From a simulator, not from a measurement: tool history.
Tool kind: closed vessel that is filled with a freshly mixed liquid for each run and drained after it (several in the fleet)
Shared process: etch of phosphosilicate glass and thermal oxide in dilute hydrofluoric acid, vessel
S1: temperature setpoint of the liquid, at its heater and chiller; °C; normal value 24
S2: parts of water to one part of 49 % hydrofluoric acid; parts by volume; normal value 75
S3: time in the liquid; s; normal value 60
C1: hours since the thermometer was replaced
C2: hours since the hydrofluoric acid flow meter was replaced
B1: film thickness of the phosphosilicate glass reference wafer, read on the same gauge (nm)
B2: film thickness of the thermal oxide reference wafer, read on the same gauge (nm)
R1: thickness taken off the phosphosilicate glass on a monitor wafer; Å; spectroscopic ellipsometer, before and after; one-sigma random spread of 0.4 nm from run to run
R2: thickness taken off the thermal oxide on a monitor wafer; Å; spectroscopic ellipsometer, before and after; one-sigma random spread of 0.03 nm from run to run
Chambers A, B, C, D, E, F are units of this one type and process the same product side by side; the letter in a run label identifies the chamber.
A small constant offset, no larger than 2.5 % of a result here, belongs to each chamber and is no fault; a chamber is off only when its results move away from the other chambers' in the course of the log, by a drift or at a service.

Run 1E, hour 12.7: usual settings; C1 1313.6; C2 371.9; B1 99.983; B2 30.017. Result: R1 801.32 Å, R2 38.637 Å.
Run 2A, hour 24.9: usual settings; C1 306.3; C2 50.8; B1 100; B2 29.986. Result: R1 789.4 Å, R2 37.808 Å.
Run 3B, hour 32.7: usual settings; C1 877.4; C2 1523.2; B1 100.01; B2 30.029. Result: R1 788.54 Å, R2 39.331 Å.
Run 4F, hour 41.4: usual settings; C1 2696.8; C2 1461.6; B1 100.01; B2 29.979. Result: R1 800.85 Å, R2 38.44 Å.
Run 5C, hour 54.7: usual settings but S3 90 s; C1 1092.2; C2 471.4; B1 99.996; B2 30.056. Result: R1 1189.2 Å, R2 57.819 Å.
Run 6D, hour 64.4: usual settings but S3 90 s; C1 1410.9; C2 1141.3; B1 99.961; B2 30.024. Result: R1 1199.5 Å, R2 57.445 Å.
Run 7B, hour 75.6: usual settings but S3 90 s; C1 920.3; C2 1566.1; B1 99.981; B2 29.991. Result: R1 1182.5 Å, R2 59.345 Å.
Run 8E, hour 90.1: usual settings but S3 90 s; C1 1391; C2 449.3; B1 99.978; B2 29.972. Result: R1 1198.4 Å, R2 58.548 Å.
Run 9F, hour 98.7: usual settings but S3 90 s; C1 2754.1; C2 1518.9; B1 100.03; B2 30.035. Result: R1 1214.3 Å, R2 56.965 Å.
Run 10D, hour 110.5: usual settings but S3 90 s; C1 1457; C2 1187.4; B1 99.986; B2 30.03. Result: R1 1189.2 Å, R2 57.789 Å.
Run 11C, hour 118.4: usual settings but S1 27 °C; C1 1155.9; C2 535.1; B1 100.01; B2 29.983. Result: R1 901.78 Å, R2 43.871 Å.
At hour 122.5: chamber B: thermometer replaced.
Run 12A, hour 126: usual settings but S1 27 °C; C1 407.4; C2 151.9; B1 100; B2 29.993. Result: R1 889.42 Å, R2 43.259 Å.
Run 13D, hour 135.5: usual settings but S1 27 °C; C1 1482; C2 1212.4; B1 100.02; B2 30.035. Result: R1 894.81 Å, R2 42.794 Å.
Run 14B, hour 141.9: usual settings but S1 27 °C; C1 19.4; C2 1632.4; B1 99.995; B2 29.954. Result: R1 882.95 Å, R2 43.905 Å.
Run 15E, hour 150.7: usual settings but S1 27 °C; C1 1451.6; C2 509.9; B1 100; B2 29.952. Result: R1 901.54 Å, R2 43.174 Å.
Run 16F, hour 157.2: usual settings but S1 27 °C; C1 2812.6; C2 1577.4; B1 100; B2 30.071. Result: R1 906.59 Å, R2 42.437 Å.
Run 17C, hour 171.8: usual settings; C1 1209.3; C2 588.5; B1 99.975; B2 29.946. Result: R1 793.33 Å, R2 38.85 Å.
Run 18A, hour 186.1: usual settings; C1 467.5; C2 212; B1 99.99; B2 30.018. Result: R1 792.53 Å, R2 38.674 Å.
Run 19F, hour 199.9: usual settings but S1 26.5 °C, S2 40 parts by volume; C1 2855.3; C2 1620.1; B1 100.02; B2 30.018. Result: R1 1754.7 Å, R2 82.422 Å.
Run 20B, hour 213: usual settings but S1 26.5 °C, S2 40 parts by volume; C1 90.5; C2 1703.5; B1 99.99; B2 29.985. Result: R1 1726.7 Å, R2 85.592 Å.
Run 21C, hour 223.1: usual settings but S1 26.5 °C, S2 40 parts by volume; C1 1260.6; C2 639.8; B1 100; B2 30.016. Result: R1 1734.8 Å, R2 83.722 Å.
Run 22E, hour 232.3: usual settings but S1 26.5 °C, S2 40 parts by volume; C1 1533.2; C2 591.5; B1 100; B2 30.023. Result: R1 1747.6 Å, R2 84.518 Å.
Run 23A, hour 245.8: usual settings but S1 26.5 °C, S2 40 parts by volume; C1 527.2; C2 271.7; B1 100; B2 29.943. Result: R1 1697.9 Å, R2 82.596 Å.
Run 24D, hour 259.7: usual settings but S1 26.5 °C, S2 40 parts by volume; C1 1606.2; C2 1336.6; B1 100.01; B2 30.017. Result: R1 1712.7 Å, R2 82.766 Å.
Run 25A, hour 272.6: usual settings; C1 554; C2 298.5; B1 100.01; B2 30.032. Result: R1 787.66 Å, R2 38.475 Å.
Run 26C, hour 283.7: usual settings; C1 1321.2; C2 700.4; B1 100.04; B2 30.014. Result: R1 792.13 Å, R2 37.915 Å.
Run 27D, hour 290.2: usual settings; C1 1636.7; C2 1367.1; B1 100.07; B2 29.962. Result: R1 794.41 Å, R2 38.259 Å.
Run 28E, hour 299.8: usual settings; C1 1600.7; C2 659; B1 99.941; B2 30.016. Result: R1 802.51 Å, R2 38.623 Å.
Run 29B, hour 309.9: usual settings; C1 187.4; C2 1800.4; B1 99.984; B2 30.031. Result: R1 794.6 Å, R2 38.515 Å.
At hour 315.3: chamber F: thermometer replaced.
Run 30F, hour 322.8: usual settings; C1 7.5; C2 1743; B1 99.96; B2 30.003. Result: R1 800.73 Å, R2 37.999 Å.
Run 31C, hour 331.8: usual settings; C1 1369.3; C2 748.5; B1 99.969; B2 30.002. Result: R1 793.37 Å, R2 38.992 Å.
Run 32D, hour 339.1: usual settings; C1 1685.6; C2 1416; B1 100.05; B2 29.989. Result: R1 795.53 Å, R2 38.286 Å.
Run 33A, hour 347.6: usual settings; C1 629; C2 373.5; B1 100.04; B2 30.018. Result: R1 794.35 Å, R2 38.138 Å.
Run 34B, hour 359.5: usual settings but S1 26.5 °C, S2 50 parts by volume; C1 237; C2 1850; B1 100.05; B2 30.03. Result: R1 1369.6 Å, R2 67.076 Å.
Run 35F, hour 367.2: usual settings but S1 26.5 °C, S2 50 parts by volume; C1 51.9; C2 1787.4; B1 99.987; B2 29.993. Result: R1 1370.8 Å, R2 65.097 Å.
Run 36E, hour 378.2: usual settings but S1 26.5 °C, S2 50 parts by volume; C1 1679.1; C2 737.4; B1 99.998; B2 30.012. Result: R1 1377.3 Å, R2 65.616 Å.
Run 37C, hour 388.8: usual settings but S1 26.5 °C, S2 50 parts by volume; C1 1426.3; C2 805.5; B1 99.96; B2 30.02. Result: R1 1369.1 Å, R2 66.185 Å.

One chamber off, gauge drift, or nothing amiss beyond the chambers' own small offsets? If it is a chamber, which one, and what is the likeliest cause?

The fleet is healthy, with each chamber sitting at its usual small offset and no drift in the gauge.
